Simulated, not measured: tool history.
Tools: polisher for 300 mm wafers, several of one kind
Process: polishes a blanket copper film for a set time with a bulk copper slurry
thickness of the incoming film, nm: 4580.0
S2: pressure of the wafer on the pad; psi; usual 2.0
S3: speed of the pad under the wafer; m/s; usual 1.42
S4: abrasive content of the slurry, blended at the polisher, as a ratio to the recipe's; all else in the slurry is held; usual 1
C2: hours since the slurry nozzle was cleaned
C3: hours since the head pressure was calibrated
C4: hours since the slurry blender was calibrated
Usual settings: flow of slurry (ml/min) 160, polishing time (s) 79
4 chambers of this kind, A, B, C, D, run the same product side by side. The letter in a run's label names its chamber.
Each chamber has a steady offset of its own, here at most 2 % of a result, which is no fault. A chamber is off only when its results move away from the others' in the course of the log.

{"run": "1C", "hour": 3.9, "flow of slurry (ml/min)": 160, "S2": 2.0, "S3": 1.42, "S4": 1, "polishing time (s)": 79, "wafers polished on this pad": 52, "C2": 280.3, "C3": 10.1, "C4": 167.4, "film removed (nm)": 811.92}
{"run": "2A", "hour": 7.2, "flow of slurry (ml/min)": 160, "S2": 2.0, "S3": 1.42, "S4": 1, "polishing time (s)": 79, "wafers polished on this pad": 1215, "C2": 129.1, "C3": 1100.7, "C4": 34.3, "film removed (nm)": 825.87}
{"run": "3B", "hour": 9.7, "flow of slurry (ml/min)": 160, "S2": 2.0, "S3": 1.42, "S4": 1, "polishing time (s)": 79, "wafers polished on this pad": 1093, "C2": 214.2, "C3": 607.1, "C4": 336.1, "film removed (nm)": 822.11}
{"run": "4D", "hour": 14.1, "flow of slurry (ml/min)": 160, "S2": 2.0, "S3": 1.42, "S4": 1, "polishing time (s)": 79, "wafers polished on this pad": 312, "C2": 572.9, "C3": 151.7, "C4": 17.7, "film removed (nm)": 836.86}
{"run": "5C", "hour": 17.7, "flow of slurry (ml/min)": 160, "S2": 2.0, "S3": 1.42, "S4": 1, "polishing time (s)": 79, "wafers polished on this pad": 203, "C2": 294.1, "C3": 23.9, "C4": 181.2, "film removed (nm)": 810.36}
{"run": "6D", "hour": 20.9, "flow of slurry (ml/min)": 160, "S2": 2.0, "S3": 1.42, "S4": 1, "polishing time (s)": 79, "wafers polished on this pad": 387, "C2": 579.7, "C3": 158.5, "C4": 24.5, "film removed (nm)": 839.28}
{"hour": 23.8, "done": "chamber A: worn pad replaced by a new one"}
{"run": "7B", "hour": 25.5, "flow of slurry (ml/min)": 160, "S2": 2.0, "S3": 1.42, "S4": 1, "polishing time (s)": 79, "wafers polished on this pad": 1266, "C2": 230.0, "C3": 622.9, "C4": 351.9, "film removed (nm)": 815.67}
{"hour": 27.4, "done": "chamber B: worn pad replaced by a new one"}
{"run": "8A", "hour": 28.7, "flow of slurry (ml/min)": 160, "S2": 2.0, "S3": 1.42, "S4": 1, "polishing time (s)": 79, "wafers polished on this pad": 53, "C2": 150.6, "C3": 1122.2, "C4": 55.8, "film removed (nm)": 823.59}
{"run": "9B", "hour": 33.1, "flow of slurry (ml/min)": 160, "S2": 2.0, "S3": 1.42, "S4": 1, "polishing time (s)": 79, "wafers polished on this pad": 63, "C2": 237.6, "C3": 630.5, "C4": 359.5, "film removed (nm)": 813.9}
{"hour": 36.4, "done": "chamber D: slurry nozzle cleaned"}
{"run": "10C", "hour": 37.3, "flow of slurry (ml/min)": 160, "S2": 2.0, "S3": 1.42, "S4": 1, "polishing time (s)": 79, "wafers polished on this pad": 418, "C2": 313.7, "C3": 43.5, "C4": 200.8, "film removed (nm)": 800.8}
{"run": "11A", "hour": 40.5, "flow of slurry (ml/min)": 160, "S2": 2.0, "S3": 0.96, "S4": 1, "polishing time (s)": 79, "wafers polished on this pad": 183, "C2": 162.4, "C3": 1134.0, "C4": 67.6, "film removed (nm)": 549.2}
{"run": "12D", "hour": 44.6, "flow of slurry (ml/min)": 160, "S2": 2.0, "S3": 0.96, "S4": 1, "polishing time (s)": 79, "wafers polished on this pad": 647, "C2": 8.3, "C3": 182.2, "C4": 48.2, "film removed (nm)": 569.43}
{"run": "13D", "hour": 47.0, "flow of slurry (ml/min)": 160, "S2": 2.0, "S3": 0.96, "S4": 1, "polishing time (s)": 79, "wafers polished on this pad": 673, "C2": 10.7, "C3": 184.6, "C4": 50.6, "film removed (nm)": 560.85}
{"run": "14A", "hour": 51.0, "flow of slurry (ml/min)": 160, "S2": 2.0, "S3": 0.96, "S4": 1, "polishing time (s)": 79, "wafers polished on this pad": 298, "C2": 172.9, "C3": 1144.5, "C4": 78.1, "film removed (nm)": 545.61}
{"run": "15B", "hour": 55.3, "flow of slurry (ml/min)": 160, "S2": 2.0, "S3": 1.42, "S4": 1, "polishing time (s)": 79, "wafers polished on this pad": 306, "C2": 259.8, "C3": 652.7, "C4": 381.7, "film removed (nm)": 803.58}
{"run": "16C", "hour": 58.0, "flow of slurry (ml/min)": 160, "S2": 2.0, "S3": 1.42, "S4": 1, "polishing time (s)": 79, "wafers polished on this pad": 645, "C2": 334.4, "C3": 64.2, "C4": 221.5, "film removed (nm)": 802.02}
{"run": "17B", "hour": 62.7, "flow of slurry (ml/min)": 160, "S2": 2.7, "S3": 1.42, "S4": 1, "polishing time (s)": 79, "wafers polished on this pad": 387, "C2": 267.2, "C3": 660.1, "C4": 389.1, "film removed (nm)": 1110.3}
{"run": "18C", "hour": 65.3, "flow of slurry (ml/min)": 160, "S2": 2.7, "S3": 1.42, "S4": 1, "polishing time (s)": 79, "wafers polished on this pad": 725, "C2": 341.7, "C3": 71.5, "C4": 228.8, "film removed (nm)": 1099.0}
{"run": "19A", "hour": 68.6, "flow of slurry (ml/min)": 160, "S2": 2.7, "S3": 1.42, "S4": 1, "polishing time (s)": 79, "wafers polished on this pad": 490, "C2": 190.5, "C3": 1162.1, "C4": 95.7, "film removed (nm)": 1110.7}
{"run": "20D", "hour": 72.9, "flow of slurry (ml/min)": 160, "S2": 2.7, "S3": 1.42, "S4": 1, "polishing time (s)": 79, "wafers polished on this pad": 957, "C2": 36.6, "C3": 210.5, "C4": 76.5, "film removed (nm)": 1102.5}
{"run": "21D", "hour": 77.6, "flow of slurry (ml/min)": 160, "S2": 2.0, "S3": 1.42, "S4": 1, "polishing time (s)": 79, "wafers polished on this pad": 1008, "C2": 41.3, "C3": 215.2, "C4": 81.2, "film removed (nm)": 850.93}
{"hour": 78.8, "done": "chamber D: worn pad replaced by a new one"}
{"hour": 80.1, "done": "chamber A: head pressure recalibrated"}
{"run": "22C", "hour": 80.5, "flow of slurry (ml/min)": 160, "S2": 2.0, "S3": 1.42, "S4": 1, "polishing time (s)": 79, "wafers polished on this pad": 891, "C2": 356.9, "C3": 86.7, "C4": 244.0, "film removed (nm)": 819.25}
{"hour": 85.7, "done": "chamber C: worn pad replaced by a new one"}
{"run": "23A", "hour": 85.7, "flow of slurry (ml/min)": 160, "S2": 2.0, "S3": 1.42, "S4": 1, "polishing time (s)": 79, "wafers polished on this pad": 678, "C2": 207.6, "C3": 5.6, "C4": 112.8, "film removed (nm)": 807.92}
{"run": "24B", "hour": 90.6, "flow of slurry (ml/min)": 160, "S2": 2.0, "S3": 1.42, "S4": 1, "polishing time (s)": 79, "wafers polished on this pad": 693, "C2": 295.1, "C3": 688.0, "C4": 417.0, "film removed (nm)": 778.95}
{"run": "25D", "hour": 92.9, "flow of slurry (ml/min)": 160, "S2": 2.2, "S3": 1.42, "S4": 1, "polishing time (s)": 79, "wafers polished on this pad": 154, "C2": 56.6, "C3": 230.5, "C4": 96.5, "film removed (nm)": 915.23}
{"run": "26C", "hour": 95.6, "flow of slurry (ml/min)": 160, "S2": 2.2, "S3": 1.42, "S4": 1, "polishing time (s)": 79, "wafers polished on this pad": 109, "C2": 372.0, "C3": 101.8, "C4": 259.1, "film removed (nm)": 887.15}
{"run": "27A", "hour": 99.9, "flow of slurry (ml/min)": 160, "S2": 2.2, "S3": 1.42, "S4": 1, "polishing time (s)": 79, "wafers polished on this pad": 833, "C2": 221.8, "C3": 19.8, "C4": 127.0, "film removed (nm)": 878.62}
{"run": "28B", "hour": 102.4, "flow of slurry (ml/min)": 160, "S2": 2.2, "S3": 1.42, "S4": 1, "polishing time (s)": 79, "wafers polished on this pad": 822, "C2": 306.9, "C3": 699.8, "C4": 428.8, "film removed (nm)": 835.7}
{"run": "29D", "hour": 107.5, "flow of slurry (ml/min)": 160, "S2": 2.0, "S3": 1.42, "S4": 1, "polishing time (s)": 79, "wafers polished on this pad": 314, "C2": 71.2, "C3": 245.1, "C4": 111.1, "film removed (nm)": 826.13}
{"run": "30A", "hour": 112.0, "flow of slurry (ml/min)": 160, "S2": 2.0, "S3": 1.42, "S4": 1, "polishing time (s)": 79, "wafers polished on this pad": 966, "C2": 233.9, "C3": 31.9, "C4": 139.1, "film removed (nm)": 812.6}

What goes on in this fleet: one chamber off, a drifting gauge, or nothing beyond the chambers' own small offsets? Name the chamber and the cause, if any.

Chamber B drifts away from the others.
Cause: slurry flow missing at the pad, % = 36.9.
The log may not tell that from: removal rate lost through wear of the pad, %; head's pressure below its setpoint, %; abrasive missing from the slurry, %.

Here are 4 candidates for chamber B's next run, each the usual settings with a change, their results left as question marks. Which one brings its results back in line with what the others give on the usual settings?
In line means no further than this from the other chambers' mean on the usual settings: film removed (nm) 28.00
{"run": "31B-1", "hour": 115.7, "flow of slurry (ml/min)": 160, "S2": 2.1, "S3": 1.46, "S4": 1, "polishing time (s)": 81, "film removed (nm)": "?"}
{"run": "31B-2", "hour": 115.7, "flow of slurry (ml/min)": 160, "S2": 1.9, "S3": 1.38, "S4": 1, "polishing time (s)": 77, "film removed (nm)": "?"}
{"run": "31B-3", "hour": 115.7, "flow of slurry (ml/min)": 160, "S2": 2.2, "S3": 1.54, "S4": 1, "polishing time (s)": 79, "film removed (nm)": "?"}
{"run": "31B-4", "hour": 115.7, "flow of slurry (ml/min)": 160, "S2": 1.9, "S3": 1.34, "S4": 1, "polishing time (s)": 75, "film removed (nm)": "?"}

The other chambers' mean on the usual settings: film removed (nm) 819.30
run=31B-1 film_removed_(nm)=821.42
run=31B-2 film_removed_(nm)=668.98
run=31B-3 film_removed_(nm)=884.48
run=31B-4 film_removed_(nm)=632.81
31B-1 brings the chamber back in line.

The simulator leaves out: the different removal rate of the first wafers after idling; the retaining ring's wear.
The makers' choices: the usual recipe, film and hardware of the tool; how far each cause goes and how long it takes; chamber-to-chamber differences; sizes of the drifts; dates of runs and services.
